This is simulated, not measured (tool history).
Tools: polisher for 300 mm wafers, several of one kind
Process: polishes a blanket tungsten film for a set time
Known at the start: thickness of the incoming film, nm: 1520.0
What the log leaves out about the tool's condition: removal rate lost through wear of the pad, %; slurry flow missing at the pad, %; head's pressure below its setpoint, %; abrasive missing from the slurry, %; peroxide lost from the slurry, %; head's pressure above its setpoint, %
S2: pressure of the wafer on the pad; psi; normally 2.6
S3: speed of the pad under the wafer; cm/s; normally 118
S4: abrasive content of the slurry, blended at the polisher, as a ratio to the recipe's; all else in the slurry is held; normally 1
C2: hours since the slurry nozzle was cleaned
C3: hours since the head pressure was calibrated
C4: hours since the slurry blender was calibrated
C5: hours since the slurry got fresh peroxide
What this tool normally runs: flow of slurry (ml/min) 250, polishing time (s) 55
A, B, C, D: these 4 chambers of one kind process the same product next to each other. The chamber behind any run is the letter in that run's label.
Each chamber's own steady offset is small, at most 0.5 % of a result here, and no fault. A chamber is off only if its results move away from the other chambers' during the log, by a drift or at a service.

-- day=0.196 chamber A: slurry blender recalibrated
run 1A day=0.229 | flow_of_slurry_(ml/min)=250 S2=2.6 S3=118 S4=1 polishing_time_(s)=55 | wafers_polished_on_this_pad=942 C2=399 C3=139.6 C4=0.9 C5=59.7 | film_removed_(Å)=1844.6
run 2C day=0.417 | flow_of_slurry_(ml/min)=250 S2=2.6 S3=118 S4=1 polishing_time_(s)=55 | wafers_polished_on_this_pad=461 C2=608.8 C3=503.3 C4=152.8 C5=64 | film_removed_(Å)=1811.8
-- day=0.508 chamber A: slurry tank refilled with fresh slurry and peroxide
run 3D day=0.575 | flow_of_slurry_(ml/min)=250 S2=2.6 S3=118 S4=1 polishing_time_(s)=55 | wafers_polished_on_this_pad=465 C2=589.8 C3=536.2 C4=82.3 C5=31.2 | film_removed_(Å)=1850.9
-- day=0.725 chamber C: slurry blender recalibrated
run 4B day=0.792 | flow_of_slurry_(ml/min)=250 S2=2.6 S3=118 S4=1 polishing_time_(s)=55 | wafers_polished_on_this_pad=931 C2=295.2 C3=175.1 C4=62.5 C5=27.9 | film_removed_(Å)=1810.5
run 5D day=0.942 | flow_of_slurry_(ml/min)=250 S2=2.6 S3=118 S4=1 polishing_time_(s)=55 | wafers_polished_on_this_pad=530 C2=598.6 C3=545 C4=91.1 C5=40 | film_removed_(Å)=1850.4
run 6C day=1.096 | flow_of_slurry_(ml/min)=250 S2=2.6 S3=118 S4=1 polishing_time_(s)=55 | wafers_polished_on_this_pad=582 C2=625.1 C3=519.6 C4=9 C5=80.3 | film_removed_(Å)=1828.7
run 7B day=1.317 | flow_of_slurry_(ml/min)=250 S2=2.6 S3=118 S4=1 polishing_time_(s)=55 | wafers_polished_on_this_pad=1024 C2=307.8 C3=187.7 C4=75.1 C5=40.5 | film_removed_(Å)=1828.7
-- day=1.329 chamber A: worn pad replaced by a new one
run 8A day=1.554 | flow_of_slurry_(ml/min)=250 S2=2.6 S3=118 S4=1 polishing_time_(s)=55 | wafers_polished_on_this_pad=40 C2=430.8 C3=171.4 C4=32.7 C5=25.2 | film_removed_(Å)=1839.4
run 9A day=1.792 | flow_of_slurry_(ml/min)=250 S2=2.6 S3=118 S4=1 polishing_time_(s)=55 | wafers_polished_on_this_pad=82 C2=436.5 C3=177.1 C4=38.4 C5=30.9 | film_removed_(Å)=1818.1
run 10D day=2.008 | flow_of_slurry_(ml/min)=250 S2=2.6 S3=118 S4=1 polishing_time_(s)=55 | wafers_polished_on_this_pad=719 C2=624.2 C3=570.6 C4=116.7 C5=65.6 | film_removed_(Å)=1865.8
-- day=2.071 chamber A: slurry nozzle cleaned
-- day=2.117 chamber B: worn pad replaced by a new one
run 11B day=2.217 | flow_of_slurry_(ml/min)=250 S2=2.6 S3=118 S4=1 polishing_time_(s)=55 | wafers_polished_on_this_pad=18 C2=329.4 C3=209.3 C4=96.7 C5=62.1 | film_removed_(Å)=1865.7
run 12C day=2.462 | flow_of_slurry_(ml/min)=250 S2=2.6 S3=118 S4=1 polishing_time_(s)=55 | wafers_polished_on_this_pad=824 C2=657.9 C3=552.4 C4=41.8 C5=113.1 | film_removed_(Å)=1826.8
-- day=2.488 chamber C: slurry nozzle cleaned
run 13D day=2.604 | flow_of_slurry_(ml/min)=250 S2=2.6 S3=118 S4=1 polishing_time_(s)=55 | wafers_polished_on_this_pad=825 C2=638.5 C3=584.9 C4=131 C5=79.9 | film_removed_(Å)=1813.4
run 14A day=2.729 | flow_of_slurry_(ml/min)=250 S2=2.6 S3=118 S4=1 polishing_time_(s)=55 | wafers_polished_on_this_pad=248 C2=15.9 C3=199.6 C4=60.9 C5=53.4 | film_removed_(Å)=1841.5
-- day=2.838 chamber C: slurry tank refilled with fresh slurry and peroxide
run 15C day=2.958 | flow_of_slurry_(ml/min)=250 S2=2.6 S3=118 S4=1 polishing_time_(s)=55 | wafers_polished_on_this_pad=912 C2=11.4 C3=564.3 C4=53.7 C5=3 | film_removed_(Å)=1840.9
-- day=3.112 chamber A: slurry tank refilled with fresh slurry and peroxide
run 16B day=3.2 | flow_of_slurry_(ml/min)=250 S2=2.6 S3=118 S4=1 polishing_time_(s)=55 | wafers_polished_on_this_pad=192 C2=353 C3=232.9 C4=120.3 C5=85.7 | film_removed_(Å)=1797.5
run 17D day=3.4 | flow_of_slurry_(ml/min)=250 S2=2.6 S3=118 S4=1 polishing_time_(s)=55 | wafers_polished_on_this_pad=966 C2=657.6 C3=604 C4=150.1 C5=99 | film_removed_(Å)=1786.1
-- day=3.467 chamber D: slurry blender recalibrated
run 18C day=3.512 | flow_of_slurry_(ml/min)=250 S2=2.6 S3=118 S4=1 polishing_time_(s)=55 | wafers_polished_on_this_pad=1011 C2=24.7 C3=577.6 C4=67 C5=16.3 | film_removed_(Å)=1834.9
run 19A day=3.658 | flow_of_slurry_(ml/min)=250 S2=2.6 S3=118 S4=1 polishing_time_(s)=55 | wafers_polished_on_this_pad=413 C2=38.2 C3=221.9 C4=83.2 C5=13.2 | film_removed_(Å)=1849.5
-- day=3.712 chamber B: slurry blender recalibrated
run 20B day=3.838 | flow_of_slurry_(ml/min)=250 S2=2.6 S3=118 S4=1 polishing_time_(s)=55 | wafers_polished_on_this_pad=305 C2=368.3 C3=248.2 C4=3 C5=101 | film_removed_(Å)=1849.9
run 21C day=3.962 | flow_of_slurry_(ml/min)=250 S2=2.6 S3=118 S4=1 polishing_time_(s)=55 | wafers_polished_on_this_pad=1090 C2=35.5 C3=588.4 C4=77.8 C5=27.1 | film_removed_(Å)=1851.4
run 22D day=4.138 | flow_of_slurry_(ml/min)=250 S2=2.6 S3=118 S4=1 polishing_time_(s)=55 | wafers_polished_on_this_pad=1097 C2=675.3 C3=621.7 C4=16.1 C5=116.7 | film_removed_(Å)=1802.3
run 23B day=4.262 | flow_of_slurry_(ml/min)=250 S2=2.6 S3=118 S4=1 polishing_time_(s)=55 | wafers_polished_on_this_pad=381 C2=378.5 C3=258.4 C4=13.2 C5=111.2 | film_removed_(Å)=1872.4
-- day=4.412 chamber C: worn pad replaced by a new one
run 24A day=4.438 | flow_of_slurry_(ml/min)=250 S2=2.6 S3=118 S4=1 polishing_time_(s)=55 | wafers_polished_on_this_pad=551 C2=56.9 C3=240.6 C4=101.9 C5=31.9 | film_removed_(Å)=1816.5
run 25D day=4.596 | flow_of_slurry_(ml/min)=250 S2=2.6 S3=118 S4=1 polishing_time_(s)=55 | wafers_polished_on_this_pad=1178 C2=686.3 C3=632.7 C4=27.1 C5=127.7 | film_removed_(Å)=1735.7
run 26B day=4.783 | flow_of_slurry_(ml/min)=250 S2=2.6 S3=118 S4=1 polishing_time_(s)=55 | wafers_polished_on_this_pad=473 C2=391 C3=270.9 C4=25.7 C5=123.7 | film_removed_(Å)=1830.6
run 27C day=4.933 | flow_of_slurry_(ml/min)=250 S2=2.6 S3=118 S4=1 polishing_time_(s)=55 | wafers_polished_on_this_pad=93 C2=58.8 C3=611.7 C4=101.1 C5=50.4 | film_removed_(Å)=1873.7
run 28A day=5.058 | flow_of_slurry_(ml/min)=250 S2=2.6 S3=118 S4=1 polishing_time_(s)=55 | wafers_polished_on_this_pad=662 C2=71.8 C3=255.5 C4=116.8 C5=46.8 | film_removed_(Å)=1812.1
run 29D day=5.175 | flow_of_slurry_(ml/min)=250 S2=2.6 S3=118 S4=1 polishing_time_(s)=55 | wafers_polished_on_this_pad=1281 C2=700.2 C3=646.6 C4=41 C5=141.6 | film_removed_(Å)=1733.7
run 30A day=5.396 | flow_of_slurry_(ml/min)=250 S2=2.6 S3=118 S4=1 polishing_time_(s)=55 | wafers_polished_on_this_pad=721 C2=79.9 C3=263.6 C4=124.9 C5=54.9 | film_removed_(Å)=1828.4
run 31C day=5.579 | flow_of_slurry_(ml/min)=250 S2=2.6 S3=118 S4=1 polishing_time_(s)=55 | wafers_polished_on_this_pad=207 C2=74.3 C3=627.2 C4=116.6 C5=65.9 | film_removed_(Å)=1848.7
-- day=5.6 chamber B: slurry tank refilled with fresh slurry and peroxide
run 32B day=5.804 | flow_of_slurry_(ml/min)=250 S2=2.6 S3=118 S4=1 polishing_time_(s)=55 | wafers_polished_on_this_pad=654 C2=415.5 C3=295.4 C4=50.2 C5=4.9 | film_removed_(Å)=1830.5
run 33D day=5.938 | flow_of_slurry_(ml/min)=250 S2=2.6 S3=118 S4=1 polishing_time_(s)=55 | wafers_polished_on_this_pad=1416 C2=718.5 C3=664.9 C4=59.3 C5=159.9 | film_removed_(Å)=1680.8
run 34C day=6.138 | flow_of_slurry_(ml/min)=250 S2=2.6 S3=118 S4=1 polishing_time_(s)=55 | wafers_polished_on_this_pad=306 C2=87.7 C3=640.6 C4=130 C5=79.3 | film_removed_(Å)=1883.1

Does one chamber stand apart from the rest, does the shared gauge drift, or is all well apart from small per-chamber offsets? Give the chamber and the most likely cause, where there is one.

Chamber D drifts away from the others.
What lies behind it: removal rate lost through wear of the pad, % = 9.91.
It could be hard to tell apart here from: head's pressure below its setpoint, %; peroxide lost from the slurry, %.

Which of the 4 candidates below, each the usual settings with something changed and its results left as question marks, puts chamber D back in line with what the other chambers give on the usual settings?
In line here means within this much of the mean the other chambers give on the usual settings: film removed (Å) 79
run 35D-1 day=6.312 | flow_of_slurry_(ml/min)=250 S2=2.4 S3=108 S4=1 polishing_time_(s)=55 | film_removed_(Å)=?
run 35D-2 day=6.312 | flow_of_slurry_(ml/min)=255 S2=2.6 S3=118 S4=1 polishing_time_(s)=60 | film_removed_(Å)=?
run 35D-3 day=6.312 | flow_of_slurry_(ml/min)=250 S2=2.6 S3=142 S4=1 polishing_time_(s)=55 | film_removed_(Å)=?
run 35D-4 day=6.312 | flow_of_slurry_(ml/min)=250 S2=2.6 S3=112 S4=1 polishing_time_(s)=53 | film_removed_(Å)=?

Usual-settings mean across the other chambers: film removed (Å) 1834.4
run=35D-1 film_removed_(Å)=1411.1
run=35D-2 film_removed_(Å)=1823.8
run=35D-3 film_removed_(Å)=2006
run=35D-4 film_removed_(Å)=1526.3
With 35D-2, the chamber falls back in line with the rest.
